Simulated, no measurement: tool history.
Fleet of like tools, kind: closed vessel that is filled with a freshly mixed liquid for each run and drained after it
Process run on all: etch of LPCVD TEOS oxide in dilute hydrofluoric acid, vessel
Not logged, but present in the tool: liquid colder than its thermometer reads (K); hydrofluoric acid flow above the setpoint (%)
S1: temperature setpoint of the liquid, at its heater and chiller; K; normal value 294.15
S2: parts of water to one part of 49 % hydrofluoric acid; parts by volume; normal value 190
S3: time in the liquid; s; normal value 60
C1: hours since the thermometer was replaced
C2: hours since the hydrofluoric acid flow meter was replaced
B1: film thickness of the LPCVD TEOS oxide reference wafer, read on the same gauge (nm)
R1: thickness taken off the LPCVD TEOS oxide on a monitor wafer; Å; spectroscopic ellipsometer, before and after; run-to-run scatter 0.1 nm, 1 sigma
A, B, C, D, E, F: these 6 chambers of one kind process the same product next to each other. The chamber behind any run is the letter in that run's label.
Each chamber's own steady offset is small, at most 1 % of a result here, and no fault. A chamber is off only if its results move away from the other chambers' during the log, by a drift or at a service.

run 1F hour=8.2 | S1=294.15 S2=190 S3=60 | C1=2937.4 C2=682.4 | B1=99.971 | R1=126.870
run 2D hour=19.3 | S1=294.15 S2=190 S3=60 | C1=1538.2 C2=293.6 | B1=99.970 | R1=127.700
run 3C hour=30.9 | S1=294.15 S2=190 S3=60 | C1=1998.6 C2=403.8 | B1=99.963 | R1=125.890
-- hour=38.3 chamber C: hydrofluoric acid flow meter replaced
run 4A hour=40.5 | S1=294.15 S2=190 S3=60 | C1=556.7 C2=1467.6 | B1=99.994 | R1=126.350
run 5E hour=47.9 | S1=294.15 S2=190 S3=60 | C1=418.0 C2=341.7 | B1=99.972 | R1=125.850
run 6B hour=59.5 | S1=294.15 S2=190 S3=60 | C1=724.4 C2=224.1 | B1=99.980 | R1=126.460
run 7E hour=66.2 | S1=294.15 S2=190 S3=60 | C1=436.3 C2=360.0 | B1=100.010 | R1=126.450
run 8F hour=74.3 | S1=294.15 S2=190 S3=60 | C1=3003.5 C2=748.5 | B1=100.030 | R1=124.910
run 9B hour=87.0 | S1=294.15 S2=190 S3=60 | C1=751.9 C2=251.6 | B1=100.000 | R1=125.520
run 10A hour=96.2 | S1=294.15 S2=190 S3=60 | C1=612.4 C2=1523.3 | B1=99.966 | R1=128.160
run 11C hour=103.9 | S1=294.15 S2=190 S3=60 | C1=2071.6 C2=65.6 | B1=99.954 | R1=127.490
run 12D hour=116.4 | S1=294.15 S2=190 S3=60 | C1=1635.3 C2=390.7 | B1=99.973 | R1=126.710
run 13B hour=124.5 | S1=290.15 S2=190 S3=30 | C1=789.4 C2=289.1 | B1=99.997 | R1=53.643
-- hour=135.6 chamber F: thermometer replaced
run 14D hour=137.0 | S1=290.15 S2=190 S3=30 | C1=1655.9 C2=411.3 | B1=99.982 | R1=54.262
run 15F hour=147.0 | S1=290.15 S2=190 S3=30 | C1=11.5 C2=821.2 | B1=100.000 | R1=54.265
-- hour=148.6 chamber E: thermometer replaced
run 16A hour=152.8 | S1=290.15 S2=190 S3=30 | C1=669.0 C2=1579.9 | B1=100.020 | R1=54.584
run 17E hour=161.6 | S1=290.15 S2=190 S3=30 | C1=13.0 C2=455.4 | B1=99.964 | R1=54.425
run 18C hour=173.2 | S1=290.15 S2=190 S3=30 | C1=2140.9 C2=134.9 | B1=100.020 | R1=54.881
run 19E hour=179.8 | S1=294.15 S2=190 S3=60 | C1=31.2 C2=473.6 | B1=100.020 | R1=124.770
run 20D hour=186.3 | S1=294.15 S2=190 S3=60 | C1=1705.2 C2=460.6 | B1=99.954 | R1=129.280
run 21B hour=193.6 | S1=294.15 S2=190 S3=60 | C1=858.5 C2=358.2 | B1=100.040 | R1=125.680
run 22A hour=200.4 | S1=294.15 S2=190 S3=60 | C1=716.6 C2=1627.5 | B1=100.010 | R1=127.730
run 23C hour=207.8 | S1=294.15 S2=190 S3=60 | C1=2175.5 C2=169.5 | B1=100.030 | R1=126.690
run 24F hour=216.2 | S1=294.15 S2=190 S3=60 | C1=80.7 C2=890.4 | B1=100.000 | R1=127.370
run 25A hour=229.3 | S1=294.15 S2=190 S3=60 | C1=745.5 C2=1656.4 | B1=99.950 | R1=126.630
-- hour=232.8 chamber E: hydrofluoric acid flow meter replaced
run 26E hour=236.3 | S1=294.15 S2=190 S3=60 | C1=87.7 C2=3.5 | B1=100.010 | R1=127.250
run 27F hour=243.4 | S1=294.15 S2=190 S3=60 | C1=107.9 C2=917.6 | B1=99.997 | R1=125.750
run 28C hour=250.9 | S1=294.15 S2=260 S3=60 | C1=2218.6 C2=212.6 | B1=99.979 | R1=86.386
run 29B hour=257.5 | S1=294.15 S2=260 S3=60 | C1=922.4 C2=422.1 | B1=99.987 | R1=86.395
-- hour=259.8 chamber B: hydrofluoric acid flow meter replaced
run 30D hour=265.9 | S1=294.15 S2=260 S3=60 | C1=1784.8 C2=540.2 | B1=99.988 | R1=89.169
run 31E hour=271.7 | S1=294.15 S2=260 S3=60 | C1=123.1 C2=38.9 | B1=100.020 | R1=86.434
run 32C hour=283.9 | S1=294.15 S2=260 S3=60 | C1=2251.6 C2=245.6 | B1=99.966 | R1=87.713
run 33B hour=296.0 | S1=294.15 S2=260 S3=60 | C1=960.9 C2=36.2 | B1=99.981 | R1=84.520
run 34A hour=306.6 | S1=294.15 S2=190 S3=60 | C1=822.8 C2=1733.7 | B1=100.000 | R1=127.440
run 35D hour=312.8 | S1=294.15 S2=190 S3=60 | C1=1831.7 C2=587.1 | B1=99.969 | R1=136.880
run 36F hour=323.7 | S1=294.15 S2=190 S3=85 | C1=188.2 C2=997.9 | B1=99.992 | R1=179.490
run 37A hour=334.5 | S1=294.15 S2=190 S3=85 | C1=850.7 C2=1761.6 | B1=100.010 | R1=181.520
run 38D hour=345.4 | S1=294.15 S2=190 S3=85 | C1=1864.3 C2=619.7 | B1=100.020 | R1=192.980
run 39E hour=352.1 | S1=294.15 S2=190 S3=85 | C1=203.5 C2=119.3 | B1=100.050 | R1=175.960

Read the log: is a single chamber off, either drifting away or since a service, is the gauge that measures every chamber drifting, or is nothing wrong beyond small per-chamber offsets? Name any odd chamber and what most likely caused it.

One chamber, D, drifts off from the rest bit by bit.
Most likely cause: hydrofluoric acid flow above the setpoint (%) = 6.85.
The log may not tell that from: liquid hotter than its thermometer reads (K).

Here are 4 candidates for chamber D's next run, each the usual settings with a change, their results left as question marks. Which one brings its results back in line with what the others give on the usual settings?
Allowed miss from the other chambers' usual-settings mean, per result, to count as in line: R1 3.500 Å
run 40D-1 hour=361.6 | S1=294.15 S2=205 S3=60 | R1=?
run 40D-2 hour=361.6 | S1=294.15 S2=195 S3=60 | R1=?
run 40D-3 hour=361.6 | S1=296.15 S2=190 S3=60 | R1=?
run 40D-4 hour=361.6 | S1=294.15 S2=185 S3=60 | R1=?

What the other chambers average on the usual settings: R1 126.210 Å
run=40D-1 R1=124.910
run=40D-2 R1=132.670
run=40D-3 R1=147.780
run=40D-4 R1=141.320
With 40D-1, the chamber falls back in line with the rest.

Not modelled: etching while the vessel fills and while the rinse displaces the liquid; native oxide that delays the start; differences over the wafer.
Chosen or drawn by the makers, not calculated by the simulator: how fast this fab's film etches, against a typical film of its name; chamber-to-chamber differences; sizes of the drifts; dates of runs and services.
